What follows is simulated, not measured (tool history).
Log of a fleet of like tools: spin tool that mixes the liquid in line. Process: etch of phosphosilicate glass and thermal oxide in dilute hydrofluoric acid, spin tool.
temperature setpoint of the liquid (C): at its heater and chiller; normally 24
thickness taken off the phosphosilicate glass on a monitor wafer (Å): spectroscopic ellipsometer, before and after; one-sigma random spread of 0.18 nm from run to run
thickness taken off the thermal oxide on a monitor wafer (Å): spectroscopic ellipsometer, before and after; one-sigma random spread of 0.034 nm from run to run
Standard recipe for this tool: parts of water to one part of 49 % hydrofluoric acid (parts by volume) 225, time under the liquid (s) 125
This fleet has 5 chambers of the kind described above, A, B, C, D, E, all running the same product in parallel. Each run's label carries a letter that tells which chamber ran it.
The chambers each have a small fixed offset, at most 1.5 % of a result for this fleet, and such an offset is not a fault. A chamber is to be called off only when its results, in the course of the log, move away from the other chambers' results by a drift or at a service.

run,hour,temperature setpoint of the liquid (C),parts of water to one part of 49 % hydrofluoric acid (parts by volume),time under the liquid (s),"read-back film thickness of the phosphosilicate glass reference wafer, read on the same gauge (nm)","read-back film thickness of the thermal oxide reference wafer, read on the same gauge (nm)",thickness taken off the phosphosilicate glass on a monitor wafer (Å),thickness taken off the thermal oxide on a monitor wafer (Å)
1A,3.2,24,225,125,69.988,140,507.8,23.915
2B,7.3,24,225,125,70.034,139.99,505,23.894
3E,10.6,24,225,125,70.025,139.99,498.58,24.092
4C,12.8,24,225,125,69.996,139.99,500.7,23.987
5D,17.3,24,225,125,69.979,139.96,502.09,23.545
6B,21.7,24,225,125,70.001,139.99,511.58,24.143
7A,26.1,24,225,125,70.002,140.02,508.48,24.15
8C,29,24,225,125,69.998,140.03,499.81,23.37
9D,31.5,24,225,195,69.991,139.99,787.75,36.845
10E,34.3,24,225,195,70.024,140.01,776.48,36.941
11B,38.6,24,225,195,69.983,140.01,792.32,36.773
12C,42.8,24,225,195,69.992,140.03,779,36.61
13A,46,24,225,195,70.016,139.97,792.26,37.737
14E,51,21,175,125,70.012,139.99,601.27,28.498
15D,53.2,21,175,125,70.013,140.01,606.78,28.922
16A,55.8,21,175,125,69.969,139.98,615,29.142
17D,58.6,21,175,125,69.999,140.01,606.47,27.882
18C,62.6,21,175,125,70.002,140,606.71,28.812
19B,66.3,22.5,225,155,69.999,140,592.8,27.626
20E,68.9,22.5,225,155,69.998,140.01,585.35,28.619
21B,72.1,22.5,225,155,70,140.01,597.01,28.93
22A,76.6,22.5,225,155,69.982,139.97,593.42,27.543
23D,80.8,22.5,225,155,70.001,139.98,591.97,28.447
24E,85.3,24,225,125,70.006,140.02,498.96,24.159
25C,87.8,24,225,125,69.99,140,498.14,24.399
26C,90.5,24,225,125,70.012,140.02,501.36,23.96
27E,94,24,225,125,69.972,139.99,499.3,23.406
28D,98.3,24,225,125,70.001,140.02,504.78,23.956
29B,102.3,24,225,125,69.987,140.03,508.07,23.713
30A,107.4,24,225,125,70.008,140.03,510.68,24.149
31D,110.4,24,225,125,70.027,140.01,503.2,24.362
32A,114.2,24,225,125,69.987,139.98,503.81,24.444
33C,116.5,24,225,125,70.038,140,501.29,24.281
34B,120,24,225,125,70.007,140.02,506.94,23.881
# hour 123.3: chamber E: hydrofluoric acid flow meter replaced
35E,124.9,24,225,125,70.009,140.02,501.08,24.377
36B,128.1,24,225,125,70.019,139.96,507.22,23.52
37C,132.7,24,225,125,70,140.02,501.59,23.552
38D,135.6,24,145,125,69.989,140,843.44,39.505
39A,139.3,24,145,125,70.005,140,863.25,40.686
40E,142.7,24,145,125,69.991,140.02,829.01,40.695
41B,147.2,24,145,125,70.026,140,853.61,40.807
42E,150.7,24,145,125,70.015,140.01,839.09,40.401
43C,155,24,225,125,69.994,140.02,499.55,23.475
44D,158.9,24,225,125,69.992,139.96,503.63,24.228

All chambers now run identical settings, listed one chamber a line with results as question marks. What results will each chamber show?
45A,162.5,24,155,125,,,?,?
45B,162.5,24,155,125,,,?,?
45C,162.5,24,155,125,,,?,?
45D,162.5,24,155,125,,,?,?
45E,162.5,24,155,125,,,?,?

run,thickness taken off the phosphosilicate glass on a monitor wafer (Å),thickness taken off the thermal oxide on a monitor wafer (Å)
45A,795.71,37.416
45B,793.59,37.422
45C,790.21,36.808
45D,782.52,36.003
45E,772.63,37.409
